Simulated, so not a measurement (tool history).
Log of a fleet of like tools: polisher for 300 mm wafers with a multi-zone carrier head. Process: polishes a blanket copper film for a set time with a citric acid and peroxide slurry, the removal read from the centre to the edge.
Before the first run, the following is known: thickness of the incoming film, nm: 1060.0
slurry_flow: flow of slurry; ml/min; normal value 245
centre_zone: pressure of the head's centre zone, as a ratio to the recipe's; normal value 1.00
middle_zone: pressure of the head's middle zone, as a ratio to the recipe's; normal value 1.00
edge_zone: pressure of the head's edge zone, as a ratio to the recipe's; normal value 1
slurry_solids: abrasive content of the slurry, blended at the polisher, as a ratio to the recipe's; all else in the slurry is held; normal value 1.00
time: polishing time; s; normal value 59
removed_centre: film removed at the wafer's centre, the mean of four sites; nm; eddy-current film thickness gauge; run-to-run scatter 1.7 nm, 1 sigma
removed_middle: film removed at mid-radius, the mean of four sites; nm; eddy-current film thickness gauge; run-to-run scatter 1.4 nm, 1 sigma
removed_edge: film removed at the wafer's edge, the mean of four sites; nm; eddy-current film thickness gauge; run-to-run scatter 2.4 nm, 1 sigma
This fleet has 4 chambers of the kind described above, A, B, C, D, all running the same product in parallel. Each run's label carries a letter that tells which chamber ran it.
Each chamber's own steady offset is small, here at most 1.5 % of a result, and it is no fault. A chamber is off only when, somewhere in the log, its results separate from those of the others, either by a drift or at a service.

Run 1A, hour 7.8: usual settings. Result: removed_centre 158.97 nm, removed_middle 160.14 nm, removed_edge 157.92 nm.
At hour 12.3: chamber A: worn pad replaced by a new one.
Run 2B, hour 17.2: usual settings. Result: removed_centre 157.59 nm, removed_middle 157.46 nm, removed_edge 158.27 nm.
Run 3D, hour 26.6: usual settings. Result: removed_centre 159.90 nm, removed_middle 157.76 nm, removed_edge 157.23 nm.
Run 4C, hour 35.6: usual settings. Result: removed_centre 162.85 nm, removed_middle 161.09 nm, removed_edge 157.85 nm.
Run 5C, hour 44.2: usual settings. Result: removed_centre 159.70 nm, removed_middle 161.56 nm, removed_edge 161.18 nm.
Run 6B, hour 50.8: usual settings but middle_zone 1.05, time 72 s. Result: removed_centre 195.62 nm, removed_middle 201.80 nm, removed_edge 190.32 nm.
At hour 52.0: chamber C: worn pad replaced by a new one.
Run 7D, hour 57.0: usual settings but middle_zone 1.05, time 72 s. Result: removed_centre 190.61 nm, removed_middle 200.88 nm, removed_edge 193.12 nm.
Run 8A, hour 61.5: usual settings but middle_zone 1.05, time 72 s. Result: removed_centre 191.69 nm, removed_middle 203.74 nm, removed_edge 192.90 nm.
Run 9C, hour 70.3: usual settings but middle_zone 1.05, time 72 s. Result: removed_centre 195.11 nm, removed_middle 201.23 nm, removed_edge 193.00 nm.
At hour 71.7: chamber D: edge zone pressure recalibrated.
At hour 75.4: chamber B: worn pad replaced by a new one.
At hour 77.5: chamber A: worn pad replaced by a new one.
Run 10B, hour 78.5: usual settings. Result: removed_centre 155.82 nm, removed_middle 155.93 nm, removed_edge 157.76 nm.
Run 11A, hour 87.9: usual settings. Result: removed_centre 159.90 nm, removed_middle 159.62 nm, removed_edge 161.70 nm.
At hour 96.8: chamber D: worn pad replaced by a new one.
Run 12D, hour 96.9: usual settings. Result: removed_centre 157.35 nm, removed_middle 161.10 nm, removed_edge 159.58 nm.
Run 13B, hour 104.9: usual settings. Result: removed_centre 155.52 nm, removed_middle 158.36 nm, removed_edge 159.77 nm.
At hour 108.3: chamber C: worn pad replaced by a new one.
Run 14D, hour 113.8: usual settings. Result: removed_centre 158.56 nm, removed_middle 159.91 nm, removed_edge 158.33 nm.
Run 15C, hour 123.1: usual settings but centre_zone 0.92, slurry_solids 1.15. Result: removed_centre 154.63 nm, removed_middle 165.83 nm, removed_edge 167.04 nm.
Run 16A, hour 131.2: usual settings but centre_zone 0.92, slurry_solids 1.15. Result: removed_centre 151.49 nm, removed_middle 163.80 nm, removed_edge 162.96 nm.
At hour 134.7: chamber A: edge zone pressure recalibrated.
Run 17B, hour 136.0: usual settings but centre_zone 0.92, slurry_solids 1.15. Result: removed_centre 146.27 nm, removed_middle 164.66 nm, removed_edge 166.90 nm.
Run 18D, hour 140.8: usual settings but centre_zone 0.92, slurry_solids 1.15. Result: removed_centre 149.73 nm, removed_middle 162.71 nm, removed_edge 164.63 nm.
At hour 148.1: chamber A: worn pad replaced by a new one.
Run 19C, hour 149.1: usual settings. Result: removed_centre 167.32 nm, removed_middle 159.74 nm, removed_edge 158.70 nm.
Run 20A, hour 156.2: usual settings. Result: removed_centre 158.70 nm, removed_middle 160.38 nm, removed_edge 157.18 nm.
At hour 161.0: chamber C: worn pad replaced by a new one.
Run 21B, hour 165.8: usual settings. Result: removed_centre 157.96 nm, removed_middle 159.35 nm, removed_edge 161.25 nm.
At hour 166.6: chamber B: centre zone pressure recalibrated.
At hour 171.7: chamber B: worn pad replaced by a new one.
Run 22D, hour 172.5: usual settings. Result: removed_centre 156.49 nm, removed_middle 160.63 nm, removed_edge 161.82 nm.
Run 23C, hour 178.5: usual settings but middle_zone 1.05. Result: removed_centre 168.79 nm, removed_middle 166.22 nm, removed_edge 160.71 nm.
Run 24A, hour 184.9: usual settings but middle_zone 1.05. Result: removed_centre 157.67 nm, removed_middle 165.68 nm, removed_edge 155.54 nm.
At hour 191.8: chamber C: slurry nozzle cleaned.
Run 25D, hour 192.1: usual settings but middle_zone 1.05. Result: removed_centre 158.00 nm, removed_middle 168.27 nm, removed_edge 161.13 nm.
At hour 196.4: chamber B: edge zone pressure recalibrated.
Run 26A, hour 201.7: usual settings but middle_zone 1.05. Result: removed_centre 159.26 nm, removed_middle 166.62 nm, removed_edge 156.78 nm.
At hour 202.5: chamber D: worn pad replaced by a new one.
At hour 206.4: chamber A: worn pad replaced by a new one.
Run 27B, hour 206.8: usual settings. Result: removed_centre 158.56 nm, removed_middle 158.90 nm, removed_edge 164.18 nm.
At hour 212.2: chamber C: worn pad replaced by a new one.
Run 28C, hour 212.7: usual settings. Result: removed_centre 170.97 nm, removed_middle 159.93 nm, removed_edge 156.92 nm.
Run 29D, hour 221.9: usual settings. Result: removed_centre 159.24 nm, removed_middle 156.37 nm, removed_edge 163.37 nm.
Run 30C, hour 230.3: usual settings but time 45 s. Result: removed_centre 132.04 nm, removed_middle 121.69 nm, removed_edge 120.49 nm.
Run 31A, hour 239.7: usual settings but time 45 s. Result: removed_centre 121.02 nm, removed_middle 121.21 nm, removed_edge 122.74 nm.
Run 32B, hour 248.5: usual settings but time 45 s. Result: removed_centre 119.41 nm, removed_middle 122.36 nm, removed_edge 124.79 nm.
Run 33C, hour 257.2: usual settings but time 45 s. Result: removed_centre 132.53 nm, removed_middle 121.53 nm, removed_edge 124.49 nm.
At hour 261.1: chamber C: worn pad replaced by a new one.
Run 34B, hour 264.8: usual settings. Result: removed_centre 159.04 nm, removed_middle 159.61 nm, removed_edge 156.48 nm.
At hour 268.6: chamber D: slurry nozzle cleaned.
At hour 269.0: chamber A: worn pad replaced by a new one.
Run 35A, hour 270.1: usual settings. Result: removed_centre 159.09 nm, removed_middle 159.50 nm, removed_edge 156.90 nm.
Run 36D, hour 275.7: usual settings. Result: removed_centre 157.68 nm, removed_middle 158.10 nm, removed_edge 156.84 nm.
Run 37C, hour 283.4: usual settings but middle_zone 0.93. Result: removed_centre 178.63 nm, removed_middle 149.27 nm, removed_edge 159.73 nm.

The same settings go to every chamber for the next run, one line per chamber below. Forecast the results for each:
Run 38A, hour 290.5: usual settings. Result: removed_centre ?, removed_middle ?, removed_edge ?.
Run 38B, hour 290.5: usual settings. Result: removed_centre ?, removed_middle ?, removed_edge ?.
Run 38C, hour 290.5: usual settings. Result: removed_centre ?, removed_middle ?, removed_edge ?.
Run 38D, hour 290.5: usual settings. Result: removed_centre ?, removed_middle ?, removed_edge ?.

run  removed_centre  removed_middle  removed_edge
38A          159.81          159.72        157.30
38B          157.80          161.86        158.59
38C          179.69          159.09        159.90
38D          154.04          157.94        156.55

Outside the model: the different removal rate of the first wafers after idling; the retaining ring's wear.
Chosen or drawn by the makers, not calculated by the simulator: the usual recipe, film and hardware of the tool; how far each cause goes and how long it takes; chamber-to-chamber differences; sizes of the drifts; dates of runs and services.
